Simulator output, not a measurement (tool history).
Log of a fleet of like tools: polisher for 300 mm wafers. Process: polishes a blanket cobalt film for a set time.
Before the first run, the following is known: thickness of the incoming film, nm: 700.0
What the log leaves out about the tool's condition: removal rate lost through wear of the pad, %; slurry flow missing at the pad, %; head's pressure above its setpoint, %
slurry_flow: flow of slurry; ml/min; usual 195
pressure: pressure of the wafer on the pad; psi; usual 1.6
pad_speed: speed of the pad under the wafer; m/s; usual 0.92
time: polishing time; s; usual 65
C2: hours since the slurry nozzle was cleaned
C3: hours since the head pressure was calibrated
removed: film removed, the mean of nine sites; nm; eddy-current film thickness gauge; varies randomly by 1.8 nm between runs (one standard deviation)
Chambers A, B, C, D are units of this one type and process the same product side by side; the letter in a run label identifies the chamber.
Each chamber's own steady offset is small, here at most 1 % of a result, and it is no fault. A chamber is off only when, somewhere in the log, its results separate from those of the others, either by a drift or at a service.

-- hour=1.1 chamber C: worn pad replaced by a new one
run 1D hour=3.7 | slurry_flow=195 pressure=1.6 pad_speed=0.92 time=65 | wafers_polished_on_this_pad=568 C2=62.7 C3=94.7 | removed=275.74
run 2C hour=8.4 | slurry_flow=195 pressure=1.6 pad_speed=0.92 time=65 | wafers_polished_on_this_pad=51 C2=832.9 C3=913.3 | removed=279.69
run 3B hour=12.9 | slurry_flow=195 pressure=1.6 pad_speed=0.92 time=65 | wafers_polished_on_this_pad=718 C2=333.0 C3=87.4 | removed=278.37
run 4A hour=16.2 | slurry_flow=195 pressure=1.6 pad_speed=0.92 time=65 | wafers_polished_on_this_pad=691 C2=142.2 C3=814.3 | removed=279.14
-- hour=17.8 chamber D: worn pad replaced by a new one
run 5B hour=21.2 | slurry_flow=195 pressure=1.6 pad_speed=0.92 time=65 | wafers_polished_on_this_pad=777 C2=341.3 C3=95.7 | removed=276.01
run 6D hour=25.6 | slurry_flow=195 pressure=1.6 pad_speed=0.92 time=65 | wafers_polished_on_this_pad=55 C2=84.6 C3=116.6 | removed=277.52
run 7C hour=30.7 | slurry_flow=195 pressure=1.6 pad_speed=0.92 time=65 | wafers_polished_on_this_pad=207 C2=855.2 C3=935.6 | removed=279.13
run 8A hour=33.7 | slurry_flow=195 pressure=1.6 pad_speed=0.92 time=65 | wafers_polished_on_this_pad=813 C2=159.7 C3=831.8 | removed=278.19
run 9D hour=38.7 | slurry_flow=195 pressure=1.6 pad_speed=0.92 time=65 | wafers_polished_on_this_pad=147 C2=97.7 C3=129.7 | removed=277.34
run 10B hour=43.3 | slurry_flow=195 pressure=1.6 pad_speed=0.92 time=65 | wafers_polished_on_this_pad=931 C2=363.4 C3=117.8 | removed=278.06
run 11A hour=48.4 | slurry_flow=195 pressure=1.6 pad_speed=0.92 time=65 | wafers_polished_on_this_pad=916 C2=174.4 C3=846.5 | removed=280.89
run 12C hour=51.4 | slurry_flow=195 pressure=1.6 pad_speed=0.92 time=65 | wafers_polished_on_this_pad=352 C2=875.9 C3=956.3 | removed=277.33
run 13C hour=57.8 | slurry_flow=195 pressure=1.6 pad_speed=0.92 time=65 | wafers_polished_on_this_pad=397 C2=882.3 C3=962.7 | removed=280.34
-- hour=58.9 chamber A: worn pad replaced by a new one
run 14D hour=64.0 | slurry_flow=195 pressure=1.6 pad_speed=0.92 time=65 | wafers_polished_on_this_pad=324 C2=123.0 C3=155.0 | removed=279.23
run 15A hour=67.5 | slurry_flow=195 pressure=1.6 pad_speed=0.92 time=65 | wafers_polished_on_this_pad=60 C2=193.5 C3=865.6 | removed=278.77
-- hour=68.3 chamber C: worn pad replaced by a new one
run 16B hour=71.1 | slurry_flow=195 pressure=1.6 pad_speed=0.92 time=65 | wafers_polished_on_this_pad=1126 C2=391.2 C3=145.6 | removed=276.05
run 17A hour=74.0 | slurry_flow=195 pressure=1.6 pad_speed=0.92 time=65 | wafers_polished_on_this_pad=106 C2=200.0 C3=872.1 | removed=274.35
run 18D hour=79.7 | slurry_flow=195 pressure=1.6 pad_speed=0.92 time=65 | wafers_polished_on_this_pad=434 C2=138.7 C3=170.7 | removed=278.60
run 19B hour=83.9 | slurry_flow=195 pressure=1.6 pad_speed=0.92 time=65 | wafers_polished_on_this_pad=1216 C2=404.0 C3=158.4 | removed=277.77
run 20C hour=89.0 | slurry_flow=195 pressure=1.6 pad_speed=0.92 time=65 | wafers_polished_on_this_pad=145 C2=913.5 C3=993.9 | removed=282.73
run 21C hour=92.7 | slurry_flow=195 pressure=2.1 pad_speed=0.92 time=65 | wafers_polished_on_this_pad=171 C2=917.2 C3=997.6 | removed=367.08
run 22B hour=98.0 | slurry_flow=195 pressure=2.1 pad_speed=0.92 time=65 | wafers_polished_on_this_pad=1315 C2=418.1 C3=172.5 | removed=363.49
run 23A hour=101.4 | slurry_flow=195 pressure=2.1 pad_speed=0.92 time=65 | wafers_polished_on_this_pad=298 C2=227.4 C3=899.5 | removed=364.82
-- hour=104.9 chamber C: slurry nozzle cleaned
-- hour=105.3 chamber D: worn pad replaced by a new one
run 24D hour=106.0 | slurry_flow=195 pressure=2.1 pad_speed=0.92 time=65 | wafers_polished_on_this_pad=5 C2=165.0 C3=197.0 | removed=364.15
-- hour=110.7 chamber B: worn pad replaced by a new one
run 25D hour=111.0 | slurry_flow=195 pressure=1.6 pad_speed=0.92 time=65 | wafers_polished_on_this_pad=40 C2=170.0 C3=202.0 | removed=279.59
run 26B hour=114.0 | slurry_flow=195 pressure=1.6 pad_speed=0.92 time=65 | wafers_polished_on_this_pad=23 C2=434.1 C3=188.5 | removed=277.78
run 27A hour=119.6 | slurry_flow=195 pressure=1.6 pad_speed=1.18 time=48 | wafers_polished_on_this_pad=425 C2=245.6 C3=917.7 | removed=266.19
run 28C hour=123.7 | slurry_flow=195 pressure=1.6 pad_speed=1.18 time=48 | wafers_polished_on_this_pad=388 C2=18.9 C3=1028.6 | removed=268.29
run 29D hour=127.3 | slurry_flow=195 pressure=1.6 pad_speed=1.18 time=48 | wafers_polished_on_this_pad=154 C2=186.3 C3=218.3 | removed=258.49
run 30C hour=132.3 | slurry_flow=195 pressure=1.6 pad_speed=1.18 time=48 | wafers_polished_on_this_pad=448 C2=27.5 C3=1037.2 | removed=267.96
run 31A hour=138.5 | slurry_flow=195 pressure=1.6 pad_speed=0.92 time=65 | wafers_polished_on_this_pad=558 C2=264.5 C3=936.6 | removed=279.56
run 32B hour=142.7 | slurry_flow=195 pressure=1.6 pad_speed=0.92 time=65 | wafers_polished_on_this_pad=224 C2=462.8 C3=217.2 | removed=282.21
-- hour=145.1 chamber C: worn pad replaced by a new one
run 33A hour=148.6 | slurry_flow=195 pressure=1.6 pad_speed=0.92 time=65 | wafers_polished_on_this_pad=628 C2=274.6 C3=946.7 | removed=279.15
run 34D hour=154.9 | slurry_flow=155 pressure=1.6 pad_speed=1.16 time=65 | wafers_polished_on_this_pad=347 C2=213.9 C3=245.9 | removed=338.56
run 35C hour=158.0 | slurry_flow=155 pressure=1.6 pad_speed=1.16 time=65 | wafers_polished_on_this_pad=90 C2=53.2 C3=1062.9 | removed=342.00
run 36B hour=163.2 | slurry_flow=155 pressure=1.6 pad_speed=1.16 time=65 | wafers_polished_on_this_pad=368 C2=483.3 C3=237.7 | removed=339.13
run 37B hour=167.2 | slurry_flow=155 pressure=1.6 pad_speed=1.16 time=65 | wafers_polished_on_this_pad=396 C2=487.3 C3=241.7 | removed=335.81

All 4 chambers run these settings next. Forecast each chamber's results:
run 38A hour=171.7 | slurry_flow=195 pressure=1.6 pad_speed=0.92 time=65 | removed=?
run 38B hour=171.7 | slurry_flow=195 pressure=1.6 pad_speed=0.92 time=65 | removed=?
run 38C hour=171.7 | slurry_flow=195 pressure=1.6 pad_speed=0.92 time=65 | removed=?
run 38D hour=171.7 | slurry_flow=195 pressure=1.6 pad_speed=0.92 time=65 | removed=?

run=38A removed=276.37
run=38B removed=277.61
run=38C removed=280.77
run=38D removed=280.06

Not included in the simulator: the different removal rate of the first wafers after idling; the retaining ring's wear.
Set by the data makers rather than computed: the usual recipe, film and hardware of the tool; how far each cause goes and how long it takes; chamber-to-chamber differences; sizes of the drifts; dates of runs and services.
